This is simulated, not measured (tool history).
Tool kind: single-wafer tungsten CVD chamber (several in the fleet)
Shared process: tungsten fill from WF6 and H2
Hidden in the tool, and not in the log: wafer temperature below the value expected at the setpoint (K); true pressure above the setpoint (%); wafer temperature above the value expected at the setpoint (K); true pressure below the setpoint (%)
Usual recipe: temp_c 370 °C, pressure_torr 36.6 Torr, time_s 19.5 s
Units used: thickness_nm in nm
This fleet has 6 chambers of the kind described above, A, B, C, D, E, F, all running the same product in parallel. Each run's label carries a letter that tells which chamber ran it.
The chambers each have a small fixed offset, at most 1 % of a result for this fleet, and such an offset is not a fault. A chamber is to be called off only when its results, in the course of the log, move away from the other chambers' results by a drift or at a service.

| run | hour | temp_c | pressure_torr | time_s | hours since the last thermocouple change | hours since the last manometer calibration | read-back reference wafer on the same gauge, thickness_nm | thickness_nm |
|---|---|---|---|---|---|---|---|---|
| 1D | 5.8 | 370 | 36.6 | 19.5 | 1008.7 | 2354.2 | 34.189 | 34.167 |
| 2A | 16.7 | 370 | 36.6 | 19.5 | 103.6 | 3043.6 | 34.194 | 34.150 |
| 3C | 23.4 | 370 | 36.6 | 19.5 | 938.9 | 760.8 | 34.186 | 34.067 |
| 4E | 35.6 | 370 | 36.6 | 19.5 | 440.1 | 689.3 | 34.179 | 34.433 |
| 5F | 46.1 | 370 | 28.0 | 15.9 | 1466.1 | 1514.4 | 34.168 | 24.411 |
| 6B | 52.6 | 370 | 28.0 | 15.9 | 632.1 | 1177.0 | 34.157 | 24.478 |
| 7D | 61.0 | 370 | 28.0 | 15.9 | 1063.9 | 2409.4 | 34.169 | 24.488 |
| 8E | 71.5 | 370 | 28.0 | 15.9 | 476.0 | 725.2 | 34.158 | 24.664 |
| 9A | 78.6 | 370 | 28.0 | 15.9 | 165.5 | 3105.5 | 34.150 | 24.505 |
| 10F | 89.5 | 370 | 28.0 | 15.9 | 1509.5 | 1557.8 | 34.138 | 24.406 |
| 11B | 100.8 | 361 | 29.7 | 19.5 | 680.3 | 1225.2 | 34.142 | 25.331 |
| 12C | 112.6 | 361 | 29.7 | 19.5 | 1028.1 | 850.0 | 34.136 | 25.369 |
| 13B | 122.0 | 361 | 29.7 | 19.5 | 701.5 | 1246.4 | 34.114 | 25.311 |
| 14F | 127.6 | 361 | 29.7 | 19.5 | 1547.6 | 1595.9 | 34.113 | 25.323 |
| 15C | 135.9 | 361 | 29.7 | 19.5 | 1051.4 | 873.3 | 34.124 | 25.388 |
|  | 139.1 | chamber D: capacitance manometer re-zeroed and calibrated |
| 16D | 143.4 | 361 | 29.7 | 19.5 | 1146.3 | 4.3 | 34.111 | 25.514 |
| 17A | 151.6 | 370 | 36.6 | 19.5 | 238.5 | 3178.5 | 34.096 | 34.074 |
| 18E | 159.4 | 370 | 36.6 | 19.5 | 563.9 | 813.1 | 34.099 | 34.368 |
| 19E | 169.2 | 370 | 41.1 | 19.5 | 573.7 | 822.9 | 34.088 | 36.230 |
| 20D | 179.6 | 370 | 41.1 | 19.5 | 1182.5 | 40.5 | 34.086 | 36.027 |
| 21A | 188.2 | 370 | 41.1 | 19.5 | 275.1 | 3215.1 | 34.082 | 35.964 |
| 22B | 196.3 | 370 | 41.1 | 19.5 | 775.8 | 1320.7 | 34.064 | 35.911 |
| 23C | 207.1 | 370 | 41.1 | 19.5 | 1122.6 | 944.5 | 34.071 | 35.915 |
|  | 212.4 | chamber F: thermocouple changed; heater temperature recalibrated |
| 24F | 219.5 | 370 | 41.1 | 19.5 | 7.2 | 1687.8 | 34.053 | 35.850 |
| 25A | 231.8 | 370 | 36.6 | 19.5 | 318.7 | 3258.7 | 34.043 | 33.950 |
| 26D | 237.1 | 370 | 36.6 | 19.5 | 1240.0 | 98.0 | 34.045 | 34.011 |
| 27B | 243.8 | 370 | 36.6 | 19.5 | 823.3 | 1368.2 | 34.030 | 34.005 |
|  | 251.6 | chamber A: capacitance manometer re-zeroed and calibrated |
| 28E | 254.8 | 370 | 36.6 | 19.5 | 659.3 | 908.5 | 34.038 | 34.216 |
| 29C | 261.6 | 370 | 36.6 | 19.5 | 1177.1 | 999.0 | 34.042 | 33.760 |
| 30F | 272.1 | 370 | 36.6 | 19.5 | 59.8 | 1740.4 | 34.019 | 33.940 |
| 31D | 281.8 | 370 | 36.6 | 19.5 | 1284.7 | 142.7 | 34.023 | 34.058 |
|  | 282.3 | chamber C: capacitance manometer re-zeroed and calibrated |
| 32C | 292.4 | 370 | 36.6 | 19.5 | 1207.9 | 10.2 | 34.008 | 33.801 |
| 33B | 297.9 | 370 | 36.6 | 19.5 | 877.4 | 1422.3 | 34.009 | 33.927 |
| 34F | 307.8 | 370 | 36.6 | 19.5 | 95.5 | 1776.1 | 33.997 | 33.844 |
| 35A | 317.9 | 370 | 36.6 | 19.5 | 404.8 | 66.3 | 33.990 | 33.922 |
| 36E | 329.4 | 370 | 36.6 | 19.5 | 733.9 | 983.1 | 33.987 | 34.225 |
| 37F | 340.4 | 370 | 41.2 | 20.8 | 128.1 | 1808.7 | 33.968 | 38.165 |
| 38E | 347.5 | 370 | 41.2 | 20.8 | 752.0 | 1001.2 | 33.976 | 38.469 |

Is one chamber out of step, is the gauge drifting, or do the chambers differ by no more than their own small offsets? For an off chamber, give its letter and the likeliest cause.

Every chamber seems to shift together because the gauge that measures them all drifts; the chambers themselves are fine.
Likeliest cause: gauge reads low (%) = 0.679.
